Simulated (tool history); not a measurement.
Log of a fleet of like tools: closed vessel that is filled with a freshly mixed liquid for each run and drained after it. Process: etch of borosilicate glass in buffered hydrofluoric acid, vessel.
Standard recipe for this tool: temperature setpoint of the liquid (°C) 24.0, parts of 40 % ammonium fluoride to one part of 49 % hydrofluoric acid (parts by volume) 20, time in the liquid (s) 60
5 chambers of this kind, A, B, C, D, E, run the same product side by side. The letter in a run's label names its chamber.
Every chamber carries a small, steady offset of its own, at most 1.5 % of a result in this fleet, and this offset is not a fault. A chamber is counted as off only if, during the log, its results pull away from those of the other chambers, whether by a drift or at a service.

run,hour,temperature setpoint of the liquid (°C),parts of 40 % ammonium fluoride to one part of 49 % hydrofluoric acid (parts by volume),time in the liquid (s),"read-back film thickness of the borosilicate glass reference wafer, read on the same gauge (nm)",thickness taken off the borosilicate glass on a monitor wafer (Å)
1E,9.4,24.0,20,60,109.98,383.83
2A,25.2,24.0,20,60,109.97,382.02
3C,36.1,24.0,20,60,110.00,382.76
4D,52.4,24.0,20,60,110.02,383.74
5B,68.2,24.0,20,60,109.98,378.03
6A,84.5,24.0,20,60,109.98,379.08
7E,99.7,24.0,20,60,109.99,376.63
8C,112.5,24.0,20,60,109.99,384.31
# hour 115.8: chamber E: hydrofluoric acid flow meter replaced
9D,125.1,24.0,20,30,110.02,190.81
10B,137.4,24.0,20,30,109.98,193.98
11B,148.8,24.0,20,30,109.98,195.47
12A,161.9,24.0,20,30,110.01,191.91
13D,170.5,24.0,20,30,110.00,187.91
14E,179.9,24.0,20,60,110.00,376.81
15C,194.8,24.0,20,60,110.01,378.12
# hour 197.0: chamber C: thermometer replaced
# hour 208.1: chamber A: thermometer replaced
16D,209.0,24.0,20,60,109.98,379.75
17B,222.9,24.0,20,60,110.01,394.68
18A,235.0,24.0,20,60,109.99,386.20
19C,250.0,24.0,20,60,110.04,382.06
20E,261.2,24.0,24,90,110.00,506.16
21B,277.5,24.0,24,90,109.97,528.90
22D,284.7,24.0,24,90,110.02,500.99
23E,297.3,24.0,24,90,110.00,502.43
24A,313.8,24.0,24,90,109.98,508.19
25C,326.4,24.0,20,60,110.03,385.85
26B,336.1,20.5,20,85,110.01,475.32
27C,344.4,20.5,20,85,110.00,444.95
28A,354.4,20.5,20,85,109.98,449.74
29D,362.3,20.5,20,85,109.98,444.68
30E,376.9,20.5,20,85,109.99,448.04
31E,392.4,24.0,20,60,110.01,374.65
32C,400.2,24.0,20,60,109.94,385.70
33B,411.1,24.0,20,60,109.98,416.73
34D,426.1,24.0,20,60,110.02,388.86
35A,435.1,24.0,20,60,110.00,383.59
36E,451.5,24.0,20,60,109.99,383.62
37D,463.3,24.0,20,60,110.01,373.39
38B,471.1,24.0,20,45,110.04,314.09
39A,481.3,24.0,20,45,109.97,291.89
40C,497.6,24.0,20,45,109.97,285.57
41A,512.1,24.0,20,45,110.00,290.48
42C,526.0,24.0,20,45,109.98,285.99
43E,535.1,24.0,20,60,110.02,387.20

Is one chamber off against the others, does the gauge drift, or is nothing wrong? If a chamber is off, say which, and what the likeliest cause is.

One chamber, B, drifts off from the rest bit by bit.
Likeliest cause: hydrofluoric acid flow above the setpoint (%) = 11.4.
It could be hard to tell apart here from: liquid hotter than its thermometer reads (K).

Chamber B could run next with any of the 4 candidate recipes listed below; each alters the usual settings, and their results appear as question marks. Which one brings its results back in line with what the other chambers deliver on the usual settings?
In line here means within this much of the mean the other chambers give on the usual settings: thickness taken off the borosilicate glass on a monitor wafer (Å) 12.00
44B-1,547.0,24.5,20.0,70,,?
44B-2,547.0,20.5,20.0,60,,?
44B-3,547.0,22.0,20.0,60,,?
44B-4,547.0,24.5,18.5,60,,?

The mean the other chambers reach with the usual settings: thickness taken off the borosilicate glass on a monitor wafer (Å) 381.63
run,thickness taken off the borosilicate glass on a monitor wafer (Å)
44B-1,511.25
44B-2,351.98
44B-3,382.46
44B-4,472.84
It is 44B-3 that realigns the chamber with its peers.
